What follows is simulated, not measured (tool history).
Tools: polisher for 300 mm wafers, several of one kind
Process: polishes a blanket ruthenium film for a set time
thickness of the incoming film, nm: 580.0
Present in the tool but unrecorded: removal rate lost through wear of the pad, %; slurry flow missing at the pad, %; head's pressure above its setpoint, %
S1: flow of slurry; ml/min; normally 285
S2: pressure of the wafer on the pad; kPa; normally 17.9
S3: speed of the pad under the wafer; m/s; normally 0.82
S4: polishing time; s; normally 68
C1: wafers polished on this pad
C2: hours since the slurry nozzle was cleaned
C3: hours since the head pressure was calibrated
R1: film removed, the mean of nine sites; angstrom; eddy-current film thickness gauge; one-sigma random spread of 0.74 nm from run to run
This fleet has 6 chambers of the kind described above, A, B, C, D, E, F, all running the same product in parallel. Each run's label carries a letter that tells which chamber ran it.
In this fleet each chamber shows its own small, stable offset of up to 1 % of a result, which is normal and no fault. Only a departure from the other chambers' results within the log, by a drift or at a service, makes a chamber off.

run	hour	S1	S2	S3	S4	C1	C2	C3	R1
1A	3.5	285	17.9	0.82	68	268	79.3	21.2	751.42
2E	8.9	285	17.9	0.82	68	315	289.2	418	734.13
# hour 11.8: chamber E: slurry nozzle cleaned
3C	15	285	17.9	0.82	68	940	250.6	717.7	738.45
4B	19.2	285	17.9	0.82	68	616	325.7	164	722.9
# hour 22.9: chamber F: worn pad replaced by a new one
5F	23.9	285	17.9	0.64	68	7	357.3	717	576.25
6D	27.3	285	17.9	0.64	68	408	49.1	813.3	587.02
7B	31.1	285	17.9	0.64	68	693	337.6	175.9	583.96
8F	38	285	17.9	0.64	68	98	371.4	731.1	573.06
9C	43.9	285	17.9	0.64	68	1128	279.5	746.6	575.44
10D	48.7	285	17.9	0.64	68	548	70.5	834.7	573.91
11E	52	285	17.9	0.82	68	595	40.2	461.1	733.58
# hour 55.4: chamber A: worn pad replaced by a new one
12A	58.1	250	17.9	0.82	68	18	133.9	75.8	725.96
13E	62.4	250	17.9	0.82	68	663	50.6	471.5	739.42
# hour 63.5: chamber C: worn pad replaced by a new one
14F	67	250	17.9	0.82	68	287	400.4	760.1	723.38
# hour 71.6: chamber E: worn pad replaced by a new one
15B	71.7	250	17.9	0.82	68	958	378.2	216.5	735.89
16C	78.6	250	17.9	0.82	68	98	314.2	781.3	724.07
# hour 83.5: chamber D: worn pad replaced by a new one
# hour 84.8: chamber D: head pressure recalibrated
17A	85.1	250	17.9	0.82	68	193	160.9	102.8	729.41
18D	89.3	285	17.9	0.82	68	37	111.1	4.6	814.44
19E	95.1	285	17.9	0.82	68	153	83.3	504.2	746.38
# hour 96.7: chamber C: slurry nozzle cleaned
# hour 97.3: chamber F: worn pad replaced by a new one
20C	102.6	285	17.9	0.82	68	254	6	805.3	738.37
# hour 103.6: chamber B: worn pad replaced by a new one
21F	110	285	17.9	0.82	68	83	443.4	803.1	724.67
22B	116.2	285	17.9	0.82	68	82	422.7	261	743.87
23A	121.9	285	17.9	0.82	68	433	197.7	139.6	754.66
24D	125.2	285	17.9	0.82	68	271	147	40.5	826.66
25F	130.2	285	15.2	0.82	47	214	463.6	823.3	430.89
26D	137.1	285	15.2	0.82	47	348	158.9	52.4	481.59
# hour 140: chamber A: worn pad replaced by a new one
27B	141.6	285	15.2	0.82	47	247	448.1	286.4	432.4
28C	147.6	285	15.2	0.82	47	547	51	850.3	428.66
29E	153.8	285	15.2	0.82	47	535	142	562.9	439.07
30A	158.9	285	15.2	0.82	47	123	234.7	176.6	431.11
31C	166.2	285	17.9	0.82	68	668	69.6	868.9	743.06
# hour 167.6: chamber B: head pressure recalibrated
32B	171.7	285	17.9	0.82	68	443	478.2	4.1	740.36
33E	175.1	285	21.4	0.82	68	673	163.3	584.2	881.91
34A	181.7	285	21.4	0.82	68	271	257.5	199.4	873.63
# hour 181.8: chamber F: worn pad replaced by a new one
35D	188.6	285	21.4	0.82	68	683	210.4	103.9	976.89
# hour 192: chamber E: worn pad replaced by a new one
36F	194.9	285	21.4	0.82	68	85	528.3	888	865.06
37B	200.1	285	21.4	0.82	68	627	506.6	32.5	889.74
38C	204.6	285	21.4	0.82	68	918	108	907.3	886.81
39F	208.7	285	17.9	0.82	68	175	542.1	901.8	739.1
40E	215	285	17.9	0.82	91	150	203.2	624.1	982.62
41A	218.4	285	17.9	0.82	91	510	294.2	236.1	990

Is one chamber out of step, is the gauge drifting, or do the chambers differ by no more than their own small offsets? For an off chamber, give its letter and the likeliest cause.

Chamber D has stood off from the others ever since a service on it.
Most likely cause: head's pressure above its setpoint, % = 11.2.

Which of the 4 candidates below, each the usual settings with something changed and its results left as question marks, puts chamber D back in line with what the other chambers give on the usual settings?
In-line tolerance around the mean of the other chambers on the usual settings: R1 26 angstrom
42D-1	223.8	290	17.9	0.82	80				?
42D-2	223.8	285	17.9	0.82	61				?
42D-3	223.8	285	18.6	0.82	72				?
42D-4	223.8	285	16.5	0.82	62				?

Usual-settings mean across the other chambers: R1 740.2 angstrom
run	R1
42D-1	967.17
42D-2	736.22
42D-3	901.98
42D-4	691.48
42D-2 puts the chamber back in line with the other chambers.
